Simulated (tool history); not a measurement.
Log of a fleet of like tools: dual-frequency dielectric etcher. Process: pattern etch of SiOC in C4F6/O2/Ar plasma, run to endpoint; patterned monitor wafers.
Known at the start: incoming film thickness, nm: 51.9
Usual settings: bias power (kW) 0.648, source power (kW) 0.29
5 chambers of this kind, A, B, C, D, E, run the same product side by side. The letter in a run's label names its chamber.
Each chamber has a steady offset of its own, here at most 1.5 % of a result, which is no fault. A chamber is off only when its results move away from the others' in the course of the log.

{"run": "1A", "hour": 9.1, "bias power (kW)": 0.648, "source power (kW)": 0.29, "endpoint time (s)": 18.121}
{"run": "2E", "hour": 17.9, "bias power (kW)": 0.648, "source power (kW)": 0.29, "endpoint time (s)": 17.872}
{"run": "3D", "hour": 22.8, "bias power (kW)": 0.648, "source power (kW)": 0.29, "endpoint time (s)": 17.939}
{"run": "4C", "hour": 28.2, "bias power (kW)": 0.648, "source power (kW)": 0.29, "endpoint time (s)": 17.65}
{"run": "5B", "hour": 34.5, "bias power (kW)": 0.702, "source power (kW)": 0.31, "endpoint time (s)": 16.417}
{"run": "6B", "hour": 43.2, "bias power (kW)": 0.702, "source power (kW)": 0.31, "endpoint time (s)": 16.61}
{"run": "7A", "hour": 52.0, "bias power (kW)": 0.702, "source power (kW)": 0.31, "endpoint time (s)": 17.084}
{"run": "8D", "hour": 59.9, "bias power (kW)": 0.702, "source power (kW)": 0.31, "endpoint time (s)": 16.695}
{"run": "9E", "hour": 69.4, "bias power (kW)": 0.702, "source power (kW)": 0.31, "endpoint time (s)": 17.008}
{"run": "10C", "hour": 75.7, "bias power (kW)": 0.648, "source power (kW)": 0.29, "endpoint time (s)": 17.619}
{"run": "11D", "hour": 80.9, "bias power (kW)": 0.648, "source power (kW)": 0.29, "endpoint time (s)": 17.743}
{"run": "12B", "hour": 87.2, "bias power (kW)": 0.648, "source power (kW)": 0.29, "endpoint time (s)": 17.709}
{"hour": 95.3, "done": "chamber B: bias power generator calibrated"}
{"run": "13E", "hour": 96.9, "bias power (kW)": 0.648, "source power (kW)": 0.29, "endpoint time (s)": 18.032}
{"run": "14C", "hour": 104.7, "bias power (kW)": 0.648, "source power (kW)": 0.29, "endpoint time (s)": 17.563}
{"run": "15A", "hour": 113.3, "bias power (kW)": 0.648, "source power (kW)": 0.29, "endpoint time (s)": 18}
{"run": "16E", "hour": 118.1, "bias power (kW)": 0.648, "source power (kW)": 0.29, "endpoint time (s)": 17.929}
{"run": "17A", "hour": 128.3, "bias power (kW)": 0.765, "source power (kW)": 0.24, "endpoint time (s)": 17.92}
{"run": "18B", "hour": 135.2, "bias power (kW)": 0.765, "source power (kW)": 0.24, "endpoint time (s)": 17.399}
{"run": "19D", "hour": 141.8, "bias power (kW)": 0.765, "source power (kW)": 0.24, "endpoint time (s)": 17.845}
{"run": "20C", "hour": 147.9, "bias power (kW)": 0.765, "source power (kW)": 0.24, "endpoint time (s)": 17.579}
{"run": "21E", "hour": 157.0, "bias power (kW)": 0.765, "source power (kW)": 0.24, "endpoint time (s)": 17.93}
{"run": "22D", "hour": 165.8, "bias power (kW)": 0.648, "source power (kW)": 0.29, "endpoint time (s)": 17.679}
{"hour": 175.4, "done": "chamber E: wet clean of the chamber"}
{"run": "23A", "hour": 176.6, "bias power (kW)": 0.648, "source power (kW)": 0.29, "endpoint time (s)": 17.895}
{"hour": 177.2, "done": "chamber D: wet clean of the chamber"}
{"run": "24C", "hour": 183.2, "bias power (kW)": 0.648, "source power (kW)": 0.29, "endpoint time (s)": 17.442}
{"run": "25B", "hour": 190.1, "bias power (kW)": 0.648, "source power (kW)": 0.29, "endpoint time (s)": 17.569}
{"hour": 194.1, "done": "chamber C: wet clean of the chamber"}
{"run": "26A", "hour": 199.6, "bias power (kW)": 0.648, "source power (kW)": 0.29, "endpoint time (s)": 17.796}
{"run": "27D", "hour": 204.7, "bias power (kW)": 0.705, "source power (kW)": 0.26, "endpoint time (s)": 17.801}
{"hour": 211.6, "done": "chamber B: wet clean of the chamber"}
{"run": "28E", "hour": 214.5, "bias power (kW)": 0.705, "source power (kW)": 0.26, "endpoint time (s)": 18.047}
{"run": "29C", "hour": 223.7, "bias power (kW)": 0.705, "source power (kW)": 0.26, "endpoint time (s)": 17.69}
{"run": "30B", "hour": 228.8, "bias power (kW)": 0.705, "source power (kW)": 0.26, "endpoint time (s)": 17.536}
{"run": "31E", "hour": 238.9, "bias power (kW)": 0.705, "source power (kW)": 0.26, "endpoint time (s)": 18.18}
{"run": "32A", "hour": 248.3, "bias power (kW)": 0.648, "source power (kW)": 0.29, "endpoint time (s)": 18.159}
{"run": "33D", "hour": 253.9, "bias power (kW)": 0.648, "source power (kW)": 0.29, "endpoint time (s)": 17.823}
{"run": "34C", "hour": 261.1, "bias power (kW)": 0.648, "source power (kW)": 0.29, "endpoint time (s)": 17.494}
{"run": "35B", "hour": 269.8, "bias power (kW)": 0.56, "source power (kW)": 0.34, "endpoint time (s)": 17.68}
{"run": "36B", "hour": 279.8, "bias power (kW)": 0.56, "source power (kW)": 0.34, "endpoint time (s)": 17.415}
{"run": "37E", "hour": 290.3, "bias power (kW)": 0.56, "source power (kW)": 0.34, "endpoint time (s)": 17.695}
{"run": "38A", "hour": 300.1, "bias power (kW)": 0.56, "source power (kW)": 0.34, "endpoint time (s)": 18.045}
{"run": "39C", "hour": 307.7, "bias power (kW)": 0.56, "source power (kW)": 0.34, "endpoint time (s)": 17.791}
{"run": "40D", "hour": 316.4, "bias power (kW)": 0.648, "source power (kW)": 0.29, "endpoint time (s)": 17.865}
{"run": "41D", "hour": 323.7, "bias power (kW)": 0.648, "source power (kW)": 0.29, "endpoint time (s)": 17.825}
{"run": "42E", "hour": 331.7, "bias power (kW)": 0.648, "source power (kW)": 0.29, "endpoint time (s)": 17.938}
{"run": "43C", "hour": 338.9, "bias power (kW)": 0.648, "source power (kW)": 0.29, "endpoint time (s)": 17.746}

What goes on in this fleet: one chamber off, a drifting gauge, or nothing beyond the chambers' own small offsets? Name the chamber and the cause, if any.

No chamber stands off beyond its own small offset, and the gauge holds steady.
